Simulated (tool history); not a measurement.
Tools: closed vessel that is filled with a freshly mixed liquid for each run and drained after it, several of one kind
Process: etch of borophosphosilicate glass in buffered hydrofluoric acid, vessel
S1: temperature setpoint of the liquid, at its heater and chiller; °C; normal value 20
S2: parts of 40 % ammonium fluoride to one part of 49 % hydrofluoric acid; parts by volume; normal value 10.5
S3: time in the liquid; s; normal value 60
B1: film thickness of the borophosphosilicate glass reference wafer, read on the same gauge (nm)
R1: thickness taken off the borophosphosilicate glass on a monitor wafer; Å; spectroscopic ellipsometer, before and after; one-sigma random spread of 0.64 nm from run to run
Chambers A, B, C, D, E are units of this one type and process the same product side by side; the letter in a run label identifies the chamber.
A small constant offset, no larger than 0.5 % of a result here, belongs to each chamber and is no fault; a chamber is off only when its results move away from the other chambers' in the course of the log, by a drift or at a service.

Run 1E, hour 15.6: usual settings; B1 39.977. Result: R1 999.64 Å.
At hour 16.6: chamber C: hydrofluoric acid flow meter replaced.
Run 2A, hour 25.6: usual settings; B1 40.009. Result: R1 993.43 Å.
Run 3D, hour 36.7: usual settings; B1 40.044. Result: R1 997.82 Å.
Run 4B, hour 47.8: usual settings; B1 39.995. Result: R1 998.46 Å.
Run 5C, hour 58.4: usual settings; B1 39.984. Result: R1 1001.4 Å.
Run 6A, hour 66.8: usual settings; B1 40.019. Result: R1 997.53 Å.
Run 7D, hour 76.1: usual settings; B1 39.993. Result: R1 1004.1 Å.
Run 8B, hour 85.3: usual settings; B1 39.991. Result: R1 987.31 Å.
Run 9C, hour 93.8: usual settings; B1 39.982. Result: R1 1010.4 Å.
Run 10E, hour 101.1: usual settings; B1 39.973. Result: R1 1008.3 Å.
At hour 102.7: chamber B: hydrofluoric acid flow meter replaced.
Run 11E, hour 110.3: usual settings; B1 40.015. Result: R1 999.89 Å.
Run 12C, hour 126.3: usual settings; B1 39.967. Result: R1 1004.8 Å.
Run 13B, hour 133.6: usual settings; B1 40.022. Result: R1 1009.6 Å.
Run 14D, hour 140.8: usual settings but S2 8 parts by volume; B1 40.031. Result: R1 1259 Å.
Run 15A, hour 151.1: usual settings but S2 8 parts by volume; B1 40.01. Result: R1 1296.5 Å.
Run 16D, hour 160.8: usual settings but S2 8 parts by volume; B1 39.987. Result: R1 1248.2 Å.
Run 17B, hour 168.8: usual settings but S2 8 parts by volume; B1 40.013. Result: R1 1273.7 Å.
Run 18A, hour 178.1: usual settings but S2 8 parts by volume; B1 40.05. Result: R1 1277.2 Å.
Run 19E, hour 190.8: usual settings; B1 39.982. Result: R1 996.2 Å.
Run 20C, hour 199.7: usual settings; B1 40.003. Result: R1 1018.7 Å.
Run 21C, hour 213.8: usual settings; B1 39.996. Result: R1 1024.4 Å.
Run 22A, hour 228.7: usual settings; B1 40.025. Result: R1 999.4 Å.
Run 23E, hour 240.6: usual settings; B1 39.988. Result: R1 1005.9 Å.
Run 24B, hour 251.7: usual settings but S2 7 parts by volume; B1 40.014. Result: R1 1479 Å.
Run 25D, hour 267.1: usual settings but S2 7 parts by volume; B1 40.014. Result: R1 1453.9 Å.
Run 26B, hour 281.5: usual settings but S2 7 parts by volume; B1 39.956. Result: R1 1489.9 Å.
Run 27C, hour 294.1: usual settings but S2 7 parts by volume; B1 40.025. Result: R1 1522.6 Å.
Run 28D, hour 301.4: usual settings but S2 7 parts by volume; B1 39.989. Result: R1 1449.7 Å.
Run 29A, hour 309.4: usual settings; B1 39.991. Result: R1 989.92 Å.
Run 30E, hour 325.3: usual settings; B1 40.03. Result: R1 1000.8 Å.
Run 31D, hour 335.3: usual settings; B1 40.011. Result: R1 995.88 Å.
Run 32B, hour 346.1: usual settings; B1 40.024. Result: R1 998.51 Å.
Run 33C, hour 353.8: usual settings; B1 40.024. Result: R1 1046.4 Å.
Run 34A, hour 369.3: usual settings; B1 40.034. Result: R1 997.01 Å.
Run 35E, hour 384.2: usual settings; B1 39.972. Result: R1 999.64 Å.
Run 36E, hour 396.5: usual settings; B1 40.021. Result: R1 1002.2 Å.
Run 37C, hour 409.1: usual settings; B1 39.988. Result: R1 1061.8 Å.
Run 38D, hour 418.9: usual settings; B1 40.005. Result: R1 999.17 Å.
Run 39B, hour 430.4: usual settings; B1 40.005. Result: R1 1007 Å.
Run 40A, hour 437.5: usual settings but S1 21.5 °C, S3 85 s; B1 40.038. Result: R1 1524.5 Å.

One chamber off, gauge drift, or nothing amiss beyond the chambers' own small offsets? If it is a chamber, which one, and what is the likeliest cause?

Little by little, chamber C moves away from the other chambers.
What lies behind it: liquid hotter than its thermometer reads (K) = 1.31.
With only this log, it may be confused with: hydrofluoric acid flow above the setpoint (%).

Below are 4 candidate recipes for chamber C's next run, each the usual settings with a change, their results shown as question marks. Which of them brings C's results back in line with what the other chambers give on the usual settings?
In-line tolerance around the mean of the other chambers on the usual settings: R1 22 Å
Run 41C-1, hour 449: usual settings but S1 19.5 °C, S2 11 parts by volume. Result: R1 ?.
Run 41C-2, hour 449: usual settings but S1 19.5 °C. Result: R1 ?.
Run 41C-3, hour 449: usual settings but S1 20.5 °C, S2 10 parts by volume. Result: R1 ?.
Run 41C-4, hour 449: usual settings but S1 20.5 °C. Result: R1 ?.

Mean of the other chambers on the usual settings: R1 1000.6 Å
  run      R1
41C-1  998.45
41C-2  1045.3
41C-3    1159
41C-4  1104.8
The answer is 41C-1, which returns the chamber to within the allowed miss of the others.
